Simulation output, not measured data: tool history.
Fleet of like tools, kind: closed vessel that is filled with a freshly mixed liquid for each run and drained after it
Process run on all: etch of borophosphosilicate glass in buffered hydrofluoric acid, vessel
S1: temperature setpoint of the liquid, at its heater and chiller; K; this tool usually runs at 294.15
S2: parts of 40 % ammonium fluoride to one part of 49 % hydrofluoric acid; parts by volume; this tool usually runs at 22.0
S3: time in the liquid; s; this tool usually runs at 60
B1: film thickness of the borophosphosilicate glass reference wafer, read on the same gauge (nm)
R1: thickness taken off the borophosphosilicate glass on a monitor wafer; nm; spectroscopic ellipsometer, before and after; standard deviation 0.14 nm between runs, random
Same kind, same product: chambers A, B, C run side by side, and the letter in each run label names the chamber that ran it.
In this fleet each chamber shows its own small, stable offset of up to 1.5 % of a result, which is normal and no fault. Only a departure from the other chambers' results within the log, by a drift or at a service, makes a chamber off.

run	day	S1	S2	S3	B1	R1
1B	0.129	294.15	22.0	60	30.008	44.955
# day 0.229: chamber A: hydrofluoric acid flow meter replaced
2C	0.258	294.15	22.0	60	30.001	44.522
3A	0.467	294.15	22.0	60	29.997	45.563
4C	0.588	294.15	22.0	60	29.991	44.705
5B	0.721	294.15	22.0	60	30.025	44.939
6A	0.846	296.65	22.0	60	29.973	52.329
7C	0.983	296.65	22.0	60	30.018	51.214
8B	1.196	296.65	22.0	60	30.023	51.885
9A	1.333	294.15	22.0	60	30.001	45.314
10C	1.454	294.15	22.0	60	29.995	44.642
11B	1.646	294.15	22.0	60	29.998	45.328
12A	1.788	294.15	22.0	60	29.995	45.430
13B	1.983	294.15	22.0	35	30.001	26.598
14C	2.208	294.15	22.0	35	29.979	26.086
15A	2.404	294.15	22.0	35	30.013	26.701
16A	2.617	294.15	22.0	60	30.029	45.228
17B	2.800	294.15	22.0	60	30.007	45.773
18C	2.967	294.15	22.0	60	29.977	44.385
19B	3.133	294.15	22.0	60	29.993	46.121
20A	3.271	294.15	22.0	60	30.011	45.429
21C	3.412	294.15	22.0	60	30.009	44.389
22B	3.529	294.15	22.0	85	29.988	65.001
23A	3.675	294.15	22.0	85	29.980	64.384
24C	3.779	294.15	22.0	85	30.001	62.779
25A	3.967	294.15	22.0	60	30.000	45.309
26B	4.188	294.15	13.5	85	30.006	103.900

All chambers now run identical settings, listed one chamber a line with results as question marks. What results will each chamber show?
27A	4.350	294.15	22.0	75		?
27B	4.350	294.15	22.0	75		?
27C	4.350	294.15	22.0	75		?

run	R1
27A	56.726
27B	58.103
27C	55.806

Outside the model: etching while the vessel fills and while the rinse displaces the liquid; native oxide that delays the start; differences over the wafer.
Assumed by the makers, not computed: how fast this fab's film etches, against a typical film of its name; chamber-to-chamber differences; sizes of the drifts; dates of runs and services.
